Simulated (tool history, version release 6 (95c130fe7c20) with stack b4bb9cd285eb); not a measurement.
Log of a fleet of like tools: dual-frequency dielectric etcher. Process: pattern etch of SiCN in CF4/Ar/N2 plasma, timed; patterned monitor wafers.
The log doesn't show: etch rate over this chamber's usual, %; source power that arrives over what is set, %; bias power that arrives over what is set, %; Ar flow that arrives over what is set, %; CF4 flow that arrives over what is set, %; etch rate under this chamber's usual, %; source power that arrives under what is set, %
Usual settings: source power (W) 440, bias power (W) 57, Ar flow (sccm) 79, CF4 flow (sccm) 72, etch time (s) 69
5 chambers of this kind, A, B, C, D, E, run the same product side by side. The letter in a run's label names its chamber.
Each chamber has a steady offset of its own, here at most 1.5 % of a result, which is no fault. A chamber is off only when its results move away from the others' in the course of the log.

run   hour  source power (W)  bias power (W)  Ar flow (sccm)  CF4 flow (sccm)  etch time (s)  hours since the last wet clean  hours since the last source power generator calibration  hours since the last bias power generator calibration  hours since the last Ar flow controller change  hours since the last CF4 flow controller change  read-back reference wafer on the same gauge, depth_nm  mean etch depth across the wafer (Å)
 1A    5.3               440              57              79               72             69                            15.5                                                    676.8                                                  903.1                                          1636.7                                           4395.8                                                  59.19                                562.64
 2B   10.8               440              57              79               72             69                           704.8                                                    538.4                                                 1671.5                                          2146.1                                              808                                                 59.183                                560.55
      13.4  -- chamber B: wet clean of the chamber
        17  -- chamber C: wet clean of the chamber
 3D   17.7               440              57              79               72             69                           395.2                                                   2016.3                                                 1691.2                                           698.1                                           1587.4                                                 59.164                                562.04
 4E   23.2               440              57              79               72             69                           345.7                                                    833.5                                                   2873                                          1889.8                                           2680.9                                                 59.195                                560.78
 5C   29.9               480              57              87               72             69                              13                                                    153.8                                                  226.1                                           143.9                                            815.7                                                 59.177                                602.31
 6D   34.5               480              57              87               72             69                             412                                                   2033.1                                                   1708                                           714.9                                           1604.2                                                 59.145                                 597.8
 7C   37.9               480              57              87               72             69                              21                                                    161.8                                                  234.1                                           151.9                                            823.7                                                 59.146                                602.77
 8A   41.4               480              57              87               72             69                            51.6                                                    712.9                                                  939.2                                          1672.8                                           4431.9                                                 59.138                                599.36
 9E   46.3               480              57              87               72             69                           368.8                                                    856.6                                                 2896.1                                          1912.9                                             2704                                                 59.135                                596.73
10B   51.4               440              57              79               72             69                            38.1                                                      579                                                 1712.1                                          2186.7                                            848.6                                                 59.122                                560.68
11C   55.6               440              57              79               72             69                            38.7                                                    179.5                                                  251.8                                           169.6                                            841.4                                                 59.129                                565.39
12A   62.1               440              57              79               72             69                            72.3                                                    733.6                                                  959.9                                          1693.5                                           4452.6                                                 59.127                                563.63
13B   67.6               440              57              79               72             69                            54.3                                                    595.2                                                 1728.3                                          2202.9                                            864.8                                                 59.111                                560.18
14E   72.9               440              57              79               72             69                           395.4                                                    883.2                                                 2922.7                                          1939.5                                           2730.6                                                 59.128                                560.74
15D   76.3               390              57              79               64             69                           453.8                                                   2074.9                                                 1749.8                                           756.7                                             1646                                                 59.102                                495.44
16D   82.6               390              57              79               64             69                           460.1                                                   2081.2                                                 1756.1                                             763                                           1652.3                                                 59.093                                494.85
17C   86.1               390              57              79               64             69                            69.2                                                      210                                                  282.3                                           200.1                                            871.9                                                 59.088                                498.86
18A   92.5               390              57              79               64             69                           102.7                                                      764                                                  990.3                                          1723.9                                             4483                                                 59.077                                497.08
19B   98.4               390              57              79               64             69                            85.1                                                      626                                                 1759.1                                          2233.7                                            895.6                                                 59.059                                 493.8
      98.5  -- chamber E: wet clean of the chamber
20E  105.2               440              57              79               72             69                             6.7                                                    915.5                                                   2955                                          1971.8                                           2762.9                                                 59.077                                559.73
21D  111.8               440              57              79               72             69                           489.3                                                   2110.4                                                 1785.3                                           792.2                                           1681.5                                                 59.056                                562.33
22A  116.8               440              57              79               72             69                             127                                                    788.3                                                 1014.6                                          1748.2                                           4507.3                                                 59.066                                563.45
23B  121.4               440              57              79               72             69                           108.1                                                      649                                                 1782.1                                          2256.7                                            918.6                                                 59.042                                559.17
24C  127.8               440              57              79               72             69                           110.9                                                    251.7                                                    324                                           241.8                                            913.6                                                 59.051                                565.13
25E  131.4               440              57              79               72             69                            32.9                                                    941.7                                                 2981.2                                            1998                                           2789.1                                                 59.027                                559.61
26B  137.5               440              57              98               89             69                           124.2                                                    665.1                                                 1798.2                                          2272.8                                            934.7                                                 59.009                                558.32
27D  144.3               440              57              98               89             69                           521.8                                                   2142.9                                                 1817.8                                           824.7                                             1714                                                 59.011                                561.25
28E  148.2               440              57              98               89             69                            49.7                                                    958.5                                                   2998                                          2014.8                                           2805.9                                                 59.022                                558.27
29A  152.1               440              57              98               89             69                           162.3                                                    823.6                                                 1049.9                                          1783.5                                           4542.6                                                 58.997                                561.11
30C  157.4               440              57              98               89             69                           140.5                                                    281.3                                                  353.6                                           271.4                                            943.2                                                 58.996                                   563
31E  160.6               440              57              79               72             69                            62.1                                                    970.9                                                 3010.4                                          2027.2                                           2818.3                                                 59.006                                558.87
     166.9  -- chamber D: wet clean of the chamber
32B  167.5               440              57              94               72             69                           154.2                                                    695.1                                                 1828.2                                          2302.8                                            964.7                                                     59                                544.27
33A  172.8               440              57              94               72             69                             183                                                    844.3                                                 1070.6                                          1804.2                                           4563.3                                                 58.985                                 546.9
34C  178.2               440              57              94               72             69                           161.3                                                    302.1                                                  374.4                                           292.2                                              964                                                 58.975                                549.21
35D    183               440              57              94               72             69                            16.1                                                   2181.6                                                 1856.5                                           863.4                                           1752.7                                                 58.969                                 544.8
36A  189.6               440              57              94               72             69                           199.8                                                    861.1                                                 1087.4                                            1821                                           4580.1                                                 58.978                                547.66

What goes on in this fleet: one chamber off, a drifting gauge, or nothing beyond the chambers' own small offsets? Name the chamber and the cause, if any.

The gauge drifts, so all chambers seem to drift together. No chamber is off.
Cause: gauge reads low (%) = 0.421.

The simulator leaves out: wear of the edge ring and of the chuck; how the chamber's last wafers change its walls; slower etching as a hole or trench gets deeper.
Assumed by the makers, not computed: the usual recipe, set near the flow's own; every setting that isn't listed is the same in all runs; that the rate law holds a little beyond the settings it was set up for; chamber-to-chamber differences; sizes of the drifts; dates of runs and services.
